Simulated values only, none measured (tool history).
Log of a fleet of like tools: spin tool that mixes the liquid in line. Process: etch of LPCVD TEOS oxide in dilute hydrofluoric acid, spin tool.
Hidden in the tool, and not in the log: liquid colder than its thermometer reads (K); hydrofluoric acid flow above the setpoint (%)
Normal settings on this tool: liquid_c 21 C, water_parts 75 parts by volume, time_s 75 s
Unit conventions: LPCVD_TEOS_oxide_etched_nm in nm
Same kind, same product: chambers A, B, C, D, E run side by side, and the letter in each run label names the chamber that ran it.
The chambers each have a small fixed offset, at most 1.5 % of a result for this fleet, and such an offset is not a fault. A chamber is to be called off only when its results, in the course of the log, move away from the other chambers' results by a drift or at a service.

run	hour	liquid_c	water_parts	time_s	hours since the thermometer was replaced	hours since the hydrofluoric acid flow meter was replaced	read-back film thickness of the LPCVD TEOS oxide reference wafer, read on the same gauge (nm)	LPCVD_TEOS_oxide_etched_nm
1D	9.6	21	75	75	944.7	1983.1	90.009	19.014
2B	19.9	21	75	75	831.9	150.3	89.996	18.902
3A	30.6	21	75	75	257	59.5	89.997	18.832
4E	36.7	21	75	75	587.2	524.2	89.996	19.015
5C	47.6	21	75	75	557.1	1142.4	90.003	18.959
6A	56	18	75	75	282.4	84.9	89.999	16.786
7E	69	18	75	75	619.5	556.5	90.027	16.783
8B	75	18	75	75	887	205.4	90.001	16.519
9D	82.3	18	75	75	1017.4	2055.8	89.978	16.548
10C	88.3	18	75	75	597.8	1183.1	89.978	16.851
11C	101.2	21	75	75	610.7	1196	90.004	19.414
12B	111.3	21	75	75	923.3	241.7	89.986	18.704
13E	119.9	21	75	75	670.4	607.4	90.005	19.091
14A	125.7	21	75	75	352.1	154.6	90.021	18.846
# hour 130.7: chamber D: hydrofluoric acid flow meter replaced
15D	136.2	21	75	75	1071.3	5.5	89.996	19.077
16B	148.9	21	75	75	960.9	279.3	89.989	19.067
17E	157.2	21	75	75	707.7	644.7	90	18.966
18D	170.1	21	75	75	1105.2	39.4	89.997	19.061
19A	180.9	21	75	75	407.3	209.8	89.992	19.168
20C	192.9	21	75	75	702.4	1287.7	89.995	19.763
21D	203.2	23.5	40	75	1138.3	72.5	89.995	40.567
22C	212.5	23.5	40	75	722	1307.3	90.002	43.113
23E	219.7	23.5	40	75	770.2	707.2	89.999	41.705
24A	225.5	23.5	40	75	451.9	254.4	89.974	40.443
25B	235.5	23.5	40	75	1047.5	365.9	89.994	41.864
26B	244.1	21	75	75	1056.1	374.5	89.981	18.943
27C	256.4	21	75	75	765.9	1351.2	89.985	20.7
28D	265	21	75	75	1200.1	134.3	90.015	19.137
29E	272.2	21	75	60	822.7	759.7	90.004	15.49
30A	279	21	75	60	505.4	307.9	90.002	15.095
31E	285.6	21	75	60	836.1	773.1	89.993	15.274
32B	294.2	21	75	60	1106.2	424.6	89.991	14.887
33A	301.3	21	75	60	527.7	330.2	89.969	14.877
34D	313.8	21	75	75	1248.9	183.1	89.997	19.029
35C	321.5	21	75	75	831	1416.3	89.993	20.452
36B	329	21	75	75	1141	459.4	89.996	18.772
37E	334.9	21	75	75	885.4	822.4	90.011	18.92
38C	346.9	21	105	60	856.4	1441.7	90.003	11.695
39A	359.6	21	105	60	586	388.5	90.02	10.46
40D	367.9	21	105	60	1303	237.2	90.016	10.51
41C	379.9	21	105	60	889.4	1474.7	90.02	11.78
42E	387.2	21	105	60	937.7	874.7	89.99	10.401

Is one chamber off against the others, does the gauge drift, or is nothing wrong? If a chamber is off, say which, and what the likeliest cause is.

One chamber, C, drifts off from the rest bit by bit.
What lies behind it: hydrofluoric acid flow above the setpoint (%) = 10.6.
With only this log, it may be confused with: liquid hotter than its thermometer reads (K).

Here are 4 candidates for chamber C's next run, each the usual settings with a change, their results left as question marks. Which one brings its results back in line with what the others give on the usual settings?
Maximum distance from the other chambers' mean on the usual settings for a result to count as in line: LPCVD_TEOS_oxide_etched_nm 0.51 nm
43C-1	396.7	20	90	75				?
43C-2	396.7	21	75	85				?
43C-3	396.7	21.5	75	95				?
43C-4	396.7	18.5	75	75				?

Mean of the other chambers on the usual settings: LPCVD_TEOS_oxide_etched_nm 18.918 nm
run	LPCVD_TEOS_oxide_etched_nm
43C-1	16.744
43C-2	24.093
43C-3	27.504
43C-4	19.113
The answer is 43C-4, which returns the chamber to within the allowed miss of the others.
